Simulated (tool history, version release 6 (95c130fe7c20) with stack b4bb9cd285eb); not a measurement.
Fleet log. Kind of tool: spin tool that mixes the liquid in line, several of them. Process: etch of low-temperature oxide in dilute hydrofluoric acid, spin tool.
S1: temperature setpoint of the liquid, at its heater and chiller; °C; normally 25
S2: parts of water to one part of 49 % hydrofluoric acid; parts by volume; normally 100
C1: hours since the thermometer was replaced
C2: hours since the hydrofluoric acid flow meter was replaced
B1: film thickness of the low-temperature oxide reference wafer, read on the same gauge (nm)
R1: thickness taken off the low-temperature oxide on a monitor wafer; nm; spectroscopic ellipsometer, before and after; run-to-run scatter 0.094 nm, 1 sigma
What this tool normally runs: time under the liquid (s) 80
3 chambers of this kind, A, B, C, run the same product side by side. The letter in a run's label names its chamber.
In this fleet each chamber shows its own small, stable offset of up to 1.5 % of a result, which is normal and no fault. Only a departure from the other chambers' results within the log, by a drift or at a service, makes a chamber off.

{"run": "1B", "hour": 6.3, "S1": 25, "S2": 100, "time under the liquid (s)": 80, "C1": 1458.8, "C2": 192.6, "B1": 30.017, "R1": 10.828}
{"run": "2A", "hour": 14.0, "S1": 25, "S2": 100, "time under the liquid (s)": 80, "C1": 1831.6, "C2": 712.7, "B1": 29.994, "R1": 10.841}
{"run": "3C", "hour": 21.8, "S1": 25, "S2": 100, "time under the liquid (s)": 80, "C1": 1822.9, "C2": 187.1, "B1": 29.98, "R1": 10.712}
{"run": "4C", "hour": 28.7, "S1": 25, "S2": 100, "time under the liquid (s)": 80, "C1": 1829.8, "C2": 194, "B1": 30.024, "R1": 10.791}
{"run": "5A", "hour": 37.9, "S1": 25, "S2": 100, "time under the liquid (s)": 80, "C1": 1855.5, "C2": 736.6, "B1": 29.994, "R1": 10.914}
{"run": "6B", "hour": 50.9, "S1": 25, "S2": 100, "time under the liquid (s)": 80, "C1": 1503.4, "C2": 237.2, "B1": 30.043, "R1": 10.621}
{"run": "7C", "hour": 58.5, "S1": 25, "S2": 100, "time under the liquid (s)": 80, "C1": 1859.6, "C2": 223.8, "B1": 29.977, "R1": 10.923}
{"run": "8B", "hour": 67.7, "S1": 25, "S2": 65, "time under the liquid (s)": 80, "C1": 1520.2, "C2": 254, "B1": 30.042, "R1": 17.086}
{"run": "9A", "hour": 77.0, "S1": 25, "S2": 65, "time under the liquid (s)": 80, "C1": 1894.6, "C2": 775.7, "B1": 29.972, "R1": 17.278}
{"run": "10B", "hour": 85.6, "S1": 25, "S2": 65, "time under the liquid (s)": 80, "C1": 1538.1, "C2": 271.9, "B1": 30.002, "R1": 17.447}
{"run": "11C", "hour": 96.8, "S1": 25, "S2": 100, "time under the liquid (s)": 80, "C1": 1897.9, "C2": 262.1, "B1": 30, "R1": 10.775}
{"run": "12A", "hour": 103.0, "S1": 25, "S2": 100, "time under the liquid (s)": 80, "C1": 1920.6, "C2": 801.7, "B1": 30.01, "R1": 10.639}
{"run": "13B", "hour": 110.1, "S1": 25, "S2": 100, "time under the liquid (s)": 80, "C1": 1562.6, "C2": 296.4, "B1": 30.025, "R1": 10.668}
{"run": "14C", "hour": 116.4, "S1": 25, "S2": 100, "time under the liquid (s)": 80, "C1": 1917.5, "C2": 281.7, "B1": 30.002, "R1": 11.163}
{"run": "15A", "hour": 124.9, "S1": 25, "S2": 100, "time under the liquid (s)": 80, "C1": 1942.5, "C2": 823.6, "B1": 29.977, "R1": 10.794}
{"run": "16B", "hour": 133.8, "S1": 25, "S2": 100, "time under the liquid (s)": 80, "C1": 1586.3, "C2": 320.1, "B1": 30.009, "R1": 10.668}
{"run": "17A", "hour": 142.5, "S1": 25, "S2": 100, "time under the liquid (s)": 80, "C1": 1960.1, "C2": 841.2, "B1": 29.989, "R1": 10.828}
{"run": "18C", "hour": 151.9, "S1": 25, "S2": 100, "time under the liquid (s)": 80, "C1": 1953, "C2": 317.2, "B1": 30.031, "R1": 11.125}
{"run": "19C", "hour": 164.2, "S1": 25, "S2": 100, "time under the liquid (s)": 80, "C1": 1965.3, "C2": 329.5, "B1": 29.995, "R1": 11.116}
{"run": "20A", "hour": 175.6, "S1": 25, "S2": 100, "time under the liquid (s)": 80, "C1": 1993.2, "C2": 874.3, "B1": 30.026, "R1": 10.886}
{"run": "21B", "hour": 184.7, "S1": 25, "S2": 60, "time under the liquid (s)": 100, "C1": 1637.2, "C2": 371, "B1": 30.019, "R1": 23.194}
{"run": "22C", "hour": 190.9, "S1": 25, "S2": 60, "time under the liquid (s)": 100, "C1": 1992, "C2": 356.2, "B1": 29.989, "R1": 24.924}
{"run": "23A", "hour": 199.6, "S1": 25, "S2": 60, "time under the liquid (s)": 100, "C1": 2017.2, "C2": 898.3, "B1": 30.014, "R1": 23.639}
{"hour": 213.1, "done": "chamber C: thermometer replaced"}
{"run": "24B", "hour": 213.2, "S1": 25, "S2": 100, "time under the liquid (s)": 80, "C1": 1665.7, "C2": 399.5, "B1": 29.991, "R1": 10.713}
{"run": "25B", "hour": 222.5, "S1": 25, "S2": 100, "time under the liquid (s)": 80, "C1": 1675, "C2": 408.8, "B1": 30.001, "R1": 10.834}
{"hour": 234.4, "done": "chamber A: hydrofluoric acid flow meter replaced"}
{"run": "26C", "hour": 235.1, "S1": 25, "S2": 100, "time under the liquid (s)": 80, "C1": 22, "C2": 400.4, "B1": 30.009, "R1": 11.274}
{"run": "27A", "hour": 244.6, "S1": 25, "S2": 100, "time under the liquid (s)": 80, "C1": 2062.2, "C2": 10.3, "B1": 29.996, "R1": 10.561}
{"run": "28B", "hour": 254.8, "S1": 25, "S2": 100, "time under the liquid (s)": 80, "C1": 1707.3, "C2": 441.1, "B1": 30.016, "R1": 10.768}
{"run": "29A", "hour": 266.0, "S1": 25, "S2": 100, "time under the liquid (s)": 80, "C1": 2083.6, "C2": 31.7, "B1": 30.01, "R1": 10.665}
{"run": "30C", "hour": 277.5, "S1": 25, "S2": 100, "time under the liquid (s)": 80, "C1": 64.4, "C2": 442.8, "B1": 29.977, "R1": 11.579}
{"run": "31C", "hour": 286.0, "S1": 25, "S2": 100, "time under the liquid (s)": 80, "C1": 72.9, "C2": 451.3, "B1": 30.035, "R1": 11.451}
{"run": "32B", "hour": 294.3, "S1": 25, "S2": 100, "time under the liquid (s)": 80, "C1": 1746.8, "C2": 480.6, "B1": 30.02, "R1": 10.818}
{"run": "33A", "hour": 303.0, "S1": 25, "S2": 100, "time under the liquid (s)": 80, "C1": 2120.6, "C2": 68.7, "B1": 29.984, "R1": 10.736}
{"run": "34A", "hour": 313.4, "S1": 25, "S2": 100, "time under the liquid (s)": 115, "C1": 2131, "C2": 79.1, "B1": 30.013, "R1": 15.395}
{"run": "35B", "hour": 320.5, "S1": 25, "S2": 100, "time under the liquid (s)": 115, "C1": 1773, "C2": 506.8, "B1": 30.043, "R1": 15.373}

Read the log: is a single chamber off, either drifting away or since a service, is the gauge that measures every chamber drifting, or is nothing wrong beyond small per-chamber offsets? Name any odd chamber and what most likely caused it.

It is chamber C that slowly wanders off from its peers.
Cause: hydrofluoric acid flow above the setpoint (%) = 7.1.

Here are 4 candidates for chamber C's next run, each the usual settings with a change, their results left as question marks. Which one brings its results back in line with what the others give on the usual settings?
To be in line, a result may differ from the other chambers' mean on the usual settings by at most: R1 0.33 nm
{"run": "36C-1", "hour": 330.7, "S1": 27, "S2": 100, "time under the liquid (s)": 80, "R1": "?"}
{"run": "36C-2", "hour": 330.7, "S1": 25.5, "S2": 100, "time under the liquid (s)": 80, "R1": "?"}
{"run": "36C-3", "hour": 330.7, "S1": 24.5, "S2": 100, "time under the liquid (s)": 80, "R1": "?"}
{"run": "36C-4", "hour": 330.7, "S1": 23, "S2": 100, "time under the liquid (s)": 80, "R1": "?"}

Mean of the other chambers on the usual settings: R1 10.751 nm
run=36C-1 R1=12.631
run=36C-2 R1=11.917
run=36C-3 R1=11.461
run=36C-4 R1=10.799
Change 36C-4 lands the chamber within the allowed miss of the other chambers.

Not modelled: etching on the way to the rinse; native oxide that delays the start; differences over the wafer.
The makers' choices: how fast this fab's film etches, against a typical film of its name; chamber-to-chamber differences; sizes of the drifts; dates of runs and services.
